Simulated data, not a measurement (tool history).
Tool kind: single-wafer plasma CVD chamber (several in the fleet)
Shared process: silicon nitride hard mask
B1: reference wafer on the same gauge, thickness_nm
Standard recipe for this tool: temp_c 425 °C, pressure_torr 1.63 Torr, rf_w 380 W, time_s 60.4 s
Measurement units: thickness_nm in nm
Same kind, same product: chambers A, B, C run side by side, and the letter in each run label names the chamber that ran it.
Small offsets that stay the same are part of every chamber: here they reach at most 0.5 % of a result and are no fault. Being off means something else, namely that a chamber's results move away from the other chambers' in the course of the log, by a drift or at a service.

{"run": "1A", "hour": 8.0, "temp_c": 425, "pressure_torr": 1.63, "rf_w": 380, "time_s": 60.4, "B1": 70.577, "thickness_nm": 80.243}
{"run": "2B", "hour": 17.3, "temp_c": 425, "pressure_torr": 1.63, "rf_w": 380, "time_s": 60.4, "B1": 70.58, "thickness_nm": 80.518}
{"run": "3C", "hour": 23.7, "temp_c": 425, "pressure_torr": 1.63, "rf_w": 380, "time_s": 60.4, "B1": 70.541, "thickness_nm": 80.514}
{"run": "4C", "hour": 28.6, "temp_c": 425, "pressure_torr": 1.63, "rf_w": 380, "time_s": 60.4, "B1": 70.553, "thickness_nm": 80.521}
{"run": "5B", "hour": 37.1, "temp_c": 425, "pressure_torr": 1.63, "rf_w": 380, "time_s": 60.4, "B1": 70.522, "thickness_nm": 80.358}
{"run": "6A", "hour": 44.2, "temp_c": 425, "pressure_torr": 1.63, "rf_w": 380, "time_s": 60.4, "B1": 70.503, "thickness_nm": 80.343}
{"run": "7C", "hour": 52.1, "temp_c": 425, "pressure_torr": 1.63, "rf_w": 380, "time_s": 60.4, "B1": 70.533, "thickness_nm": 80.402}
{"hour": 60.2, "done": "chamber B: capacitance manometer re-zeroed and calibrated"}
{"run": "8B", "hour": 60.3, "temp_c": 435, "pressure_torr": 1.63, "rf_w": 315, "time_s": 60.4, "B1": 70.491, "thickness_nm": 70.849}
{"run": "9A", "hour": 66.9, "temp_c": 435, "pressure_torr": 1.63, "rf_w": 315, "time_s": 60.4, "B1": 70.49, "thickness_nm": 71.164}
{"run": "10B", "hour": 72.2, "temp_c": 435, "pressure_torr": 1.63, "rf_w": 315, "time_s": 60.4, "B1": 70.489, "thickness_nm": 70.836}
{"run": "11A", "hour": 81.6, "temp_c": 425, "pressure_torr": 1.63, "rf_w": 380, "time_s": 60.4, "B1": 70.462, "thickness_nm": 80.27}
{"run": "12C", "hour": 86.6, "temp_c": 425, "pressure_torr": 1.63, "rf_w": 380, "time_s": 60.4, "B1": 70.452, "thickness_nm": 80.184}
{"run": "13A", "hour": 95.5, "temp_c": 425, "pressure_torr": 1.63, "rf_w": 380, "time_s": 60.4, "B1": 70.432, "thickness_nm": 79.996}
{"run": "14B", "hour": 102.7, "temp_c": 425, "pressure_torr": 1.63, "rf_w": 380, "time_s": 60.4, "B1": 70.444, "thickness_nm": 80.546}
{"run": "15C", "hour": 107.8, "temp_c": 425, "pressure_torr": 1.63, "rf_w": 380, "time_s": 60.4, "B1": 70.426, "thickness_nm": 80.296}
{"run": "16B", "hour": 114.7, "temp_c": 425, "pressure_torr": 1.63, "rf_w": 380, "time_s": 60.4, "B1": 70.399, "thickness_nm": 80.373}
{"run": "17C", "hour": 121.1, "temp_c": 425, "pressure_torr": 1.63, "rf_w": 380, "time_s": 60.4, "B1": 70.396, "thickness_nm": 80.26}
{"run": "18A", "hour": 128.9, "temp_c": 425, "pressure_torr": 1.63, "rf_w": 380, "time_s": 60.4, "B1": 70.385, "thickness_nm": 80.167}
{"run": "19A", "hour": 139.6, "temp_c": 425, "pressure_torr": 1.63, "rf_w": 380, "time_s": 65.1, "B1": 70.371, "thickness_nm": 86.422}
{"run": "20C", "hour": 148.1, "temp_c": 425, "pressure_torr": 1.63, "rf_w": 380, "time_s": 65.1, "B1": 70.336, "thickness_nm": 86.524}
{"run": "21B", "hour": 157.2, "temp_c": 425, "pressure_torr": 1.63, "rf_w": 380, "time_s": 65.1, "B1": 70.346, "thickness_nm": 86.321}
{"run": "22B", "hour": 162.4, "temp_c": 425, "pressure_torr": 2.02, "rf_w": 320, "time_s": 60.4, "B1": 70.312, "thickness_nm": 76.387}
{"run": "23A", "hour": 168.2, "temp_c": 425, "pressure_torr": 2.02, "rf_w": 320, "time_s": 60.4, "B1": 70.306, "thickness_nm": 76.336}
{"run": "24C", "hour": 178.8, "temp_c": 425, "pressure_torr": 2.02, "rf_w": 320, "time_s": 60.4, "B1": 70.311, "thickness_nm": 76.193}
{"run": "25A", "hour": 187.5, "temp_c": 425, "pressure_torr": 1.63, "rf_w": 380, "time_s": 60.4, "B1": 70.311, "thickness_nm": 80.196}
{"run": "26B", "hour": 198.3, "temp_c": 425, "pressure_torr": 1.63, "rf_w": 380, "time_s": 60.4, "B1": 70.273, "thickness_nm": 80.137}
{"run": "27C", "hour": 208.6, "temp_c": 425, "pressure_torr": 1.63, "rf_w": 380, "time_s": 60.4, "B1": 70.244, "thickness_nm": 80.051}
{"run": "28C", "hour": 219.6, "temp_c": 425, "pressure_torr": 1.63, "rf_w": 380, "time_s": 60.4, "B1": 70.239, "thickness_nm": 80.03}
{"run": "29A", "hour": 229.0, "temp_c": 425, "pressure_torr": 1.63, "rf_w": 380, "time_s": 60.4, "B1": 70.202, "thickness_nm": 79.734}
{"run": "30B", "hour": 239.8, "temp_c": 432, "pressure_torr": 1.9, "rf_w": 380, "time_s": 60.4, "B1": 70.196, "thickness_nm": 83.177}
{"run": "31B", "hour": 251.1, "temp_c": 432, "pressure_torr": 1.9, "rf_w": 380, "time_s": 60.4, "B1": 70.167, "thickness_nm": 83.391}
{"run": "32C", "hour": 261.6, "temp_c": 432, "pressure_torr": 1.9, "rf_w": 380, "time_s": 60.4, "B1": 70.153, "thickness_nm": 83.424}

Decide between three cases: one chamber stands off from its peers, the gauge reading all wafers drifts, or nothing is wrong past each chamber's small offset. Where a chamber is off, say which and what most likely put it there.

Gauge drift. The chambers move together only on paper, and none stands off.
Cause: gauge reads low (%) = 0.657.
